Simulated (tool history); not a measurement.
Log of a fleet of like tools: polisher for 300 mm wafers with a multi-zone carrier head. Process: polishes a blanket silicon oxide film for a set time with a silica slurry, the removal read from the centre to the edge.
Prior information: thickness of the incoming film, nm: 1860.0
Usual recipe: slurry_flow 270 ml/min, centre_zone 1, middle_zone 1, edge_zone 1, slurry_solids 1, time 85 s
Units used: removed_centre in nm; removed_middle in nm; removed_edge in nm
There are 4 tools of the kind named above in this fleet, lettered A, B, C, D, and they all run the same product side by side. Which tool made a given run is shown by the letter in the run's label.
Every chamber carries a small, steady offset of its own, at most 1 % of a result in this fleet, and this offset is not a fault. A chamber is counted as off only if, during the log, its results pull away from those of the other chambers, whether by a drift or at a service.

| run | hour | slurry_flow | centre_zone | middle_zone | edge_zone | slurry_solids | time | wafers polished on this pad | hours since the slurry nozzle was cleaned | hours since the centre zone pressure was calibrated | hours since the edge zone pressure was calibrated | removed_centre | removed_middle | removed_edge |
|---|---|---|---|---|---|---|---|---|---|---|---|---|---|---|
| 1B | 5.1 | 270 | 1 | 1 | 1 | 1 | 85 | 255 | 10.5 | 261 | 1122 | 197.45 | 196.92 | 195.05 |
|  | 6.1 | chamber C: worn pad replaced by a new one |
| 2A | 13.9 | 270 | 1 | 1 | 1 | 1 | 85 | 1052 | 270.7 | 87.8 | 709.8 | 195.5 | 195.18 | 197.85 |
| 3C | 23.2 | 270 | 1 | 1 | 1 | 1 | 85 | 166 | 432.3 | 346.5 | 839.9 | 197.14 | 198.45 | 195.73 |
|  | 29.5 | chamber A: worn pad replaced by a new one |
| 4D | 30.1 | 270 | 1 | 1 | 1 | 1 | 85 | 510 | 164.4 | 185.1 | 972.1 | 199.75 | 197.93 | 195.61 |
| 5C | 35.3 | 270 | 1 | 1 | 1 | 1 | 85 | 284 | 444.4 | 358.6 | 852 | 190.26 | 194.58 | 195.66 |
| 6D | 40.1 | 270 | 1 | 1 | 1 | 1 | 85 | 607 | 174.4 | 195.1 | 982.1 | 195.64 | 197.7 | 196.02 |
|  | 42.1 | chamber B: worn pad replaced by a new one |
| 7A | 47.7 | 270 | 0.89 | 1 | 1 | 1 | 85 | 177 | 304.5 | 121.6 | 743.6 | 175.01 | 196.34 | 197.46 |
| 8B | 52 | 270 | 0.89 | 1 | 1 | 1 | 85 | 96 | 57.4 | 307.9 | 1168.9 | 172.08 | 189.5 | 195.46 |
| 9B | 60.1 | 270 | 0.89 | 1 | 1 | 1 | 85 | 175 | 65.5 | 316 | 1177 | 172.05 | 198.75 | 200.17 |
| 10D | 65.1 | 270 | 0.89 | 1 | 1 | 1 | 85 | 851 | 199.4 | 220.1 | 1007.1 | 173.46 | 196.99 | 197.27 |
|  | 65.3 | chamber C: edge zone pressure recalibrated |
| 11A | 69.5 | 270 | 1 | 1 | 1 | 1 | 85 | 390 | 326.3 | 143.4 | 765.4 | 194.69 | 200.79 | 199.15 |
|  | 72 | chamber C: worn pad replaced by a new one |
| 12C | 77.8 | 270 | 1 | 1 | 1 | 1 | 85 | 56 | 486.9 | 401.1 | 12.5 | 195.64 | 198.87 | 196.55 |
| 13D | 86.4 | 270 | 1 | 1 | 1.05 | 0.8 | 85 | 1058 | 220.7 | 241.4 | 1028.4 | 174.75 | 177.88 | 176.96 |
| 14C | 93 | 270 | 1 | 1 | 1.05 | 0.8 | 85 | 204 | 502.1 | 416.3 | 27.7 | 179.75 | 171.79 | 183.14 |
| 15B | 97.3 | 270 | 1 | 1 | 1.05 | 0.8 | 85 | 537 | 102.7 | 353.2 | 1214.2 | 174.67 | 174.76 | 181.43 |
|  | 104.1 | chamber B: worn pad replaced by a new one |
| 16A | 104.7 | 270 | 1 | 1 | 1.05 | 0.8 | 85 | 732 | 361.5 | 178.6 | 800.6 | 178.97 | 181.4 | 180.09 |
| 17C | 110.2 | 270 | 1 | 1 | 1 | 1 | 85 | 372 | 519.3 | 433.5 | 44.9 | 198.34 | 199.93 | 192.04 |
| 18D | 115.9 | 270 | 1 | 1 | 1 | 1 | 85 | 1345 | 250.2 | 270.9 | 1057.9 | 193.22 | 192.65 | 193.26 |
|  | 120.4 | chamber D: edge zone pressure recalibrated |
| 19A | 122.8 | 270 | 1 | 1 | 1 | 1 | 85 | 908 | 379.6 | 196.7 | 818.7 | 193.66 | 197.19 | 194.36 |
| 20B | 131.3 | 270 | 1 | 1 | 1.04 | 1 | 85 | 265 | 136.7 | 387.2 | 1248.2 | 200.26 | 194.1 | 200 |
| 21C | 140.6 | 270 | 1 | 1 | 1.04 | 1 | 85 | 667 | 549.7 | 463.9 | 75.3 | 192.92 | 191.57 | 198.61 |
|  | 143.5 | chamber C: worn pad replaced by a new one |
|  | 148.7 | chamber A: worn pad replaced by a new one |
| 22B | 149.3 | 270 | 1 | 1 | 1.04 | 1 | 85 | 440 | 154.7 | 405.2 | 1266.2 | 196.16 | 193.9 | 194.85 |
| 23A | 158.2 | 270 | 1 | 1 | 1.04 | 1 | 85 | 93 | 415 | 232.1 | 854.1 | 197.13 | 197.18 | 203.12 |
|  | 159.7 | chamber B: worn pad replaced by a new one |
|  | 162.3 | chamber D: centre zone pressure recalibrated |
| 24D | 165.7 | 270 | 1 | 1 | 1 | 1 | 85 | 1830 | 300 | 3.4 | 45.3 | 187.78 | 191.35 | 185.66 |
| 25D | 170.7 | 270 | 1 | 1 | 1 | 1 | 85 | 1879 | 305 | 8.4 | 50.3 | 192.87 | 189.09 | 187.53 |
| 26A | 179.7 | 270 | 1 | 1 | 1 | 1 | 85 | 302 | 436.5 | 253.6 | 875.6 | 199.82 | 195.3 | 197.29 |
| 27B | 184.5 | 270 | 1 | 1 | 1 | 1 | 85 | 241 | 189.9 | 440.4 | 1301.4 | 193.8 | 197.41 | 198.15 |
| 28C | 191.8 | 270 | 1 | 1 | 1 | 1 | 85 | 470 | 600.9 | 515.1 | 126.5 | 196.95 | 198.5 | 198.23 |
|  | 196.2 | chamber A: slurry nozzle cleaned |
| 29C | 200.4 | 270 | 1 | 1 | 1 | 1 | 85 | 554 | 609.5 | 523.7 | 135.1 | 195.39 | 194.89 | 194.1 |
| 30A | 207.5 | 270 | 1 | 1 | 1 | 1 | 85 | 573 | 11.4 | 281.4 | 903.4 | 199.1 | 197.45 | 193.65 |

Which is it: a chamber that has drifted or been left off by a service, a gauge drift common to all chambers, or only each chamber's usual small offset? If a chamber is off, name it and its likeliest cause.

Chamber D drifts away from the others.
Most likely cause: removal rate lost through wear of the pad, % = 6.04.
From this log alone, it may not be told apart from: slurry flow missing at the pad, %.

Chamber D could run next with any of the 4 candidate recipes listed below; each alters the usual settings, and their results appear as question marks. Which one brings its results back in line with what the other chambers deliver on the usual settings?
Allowed miss from the other chambers' usual-settings mean, per result, to count as in line: removed_centre 7.8 nm; removed_middle 9.7 nm; removed_edge 8.6 nm
| 31D-1 | 214.4 | 270 | 1 | 0.99 | 1.01 | 1 | 89 |  |  |  |  | ? | ? | ? |
| 31D-2 | 214.4 | 270 | 1 | 0.99 | 1.01 | 1.05 | 95 |  |  |  |  | ? | ? | ? |
| 31D-3 | 214.4 | 270 | 1 | 1.02 | 0.99 | 0.95 | 77 |  |  |  |  | ? | ? | ? |
| 31D-4 | 214.4 | 270 | 1 | 1.01 | 0.99 | 1 | 81 |  |  |  |  | ? | ? | ? |

Other chambers, usual settings, mean: removed_centre 196.7 nm; removed_middle 196.33 nm; removed_edge 195.87 nm
| run | removed_centre | removed_middle | removed_edge |
|---|---|---|---|
| 31D-1 | 193.81 | 193.98 | 193.7 |
| 31D-2 | 211.28 | 211.47 | 211.16 |
| 31D-3 | 163.95 | 168.62 | 162.07 |
| 31D-4 | 176.41 | 179.82 | 174.42 |
31D-1 puts the chamber back in line with the other chambers.

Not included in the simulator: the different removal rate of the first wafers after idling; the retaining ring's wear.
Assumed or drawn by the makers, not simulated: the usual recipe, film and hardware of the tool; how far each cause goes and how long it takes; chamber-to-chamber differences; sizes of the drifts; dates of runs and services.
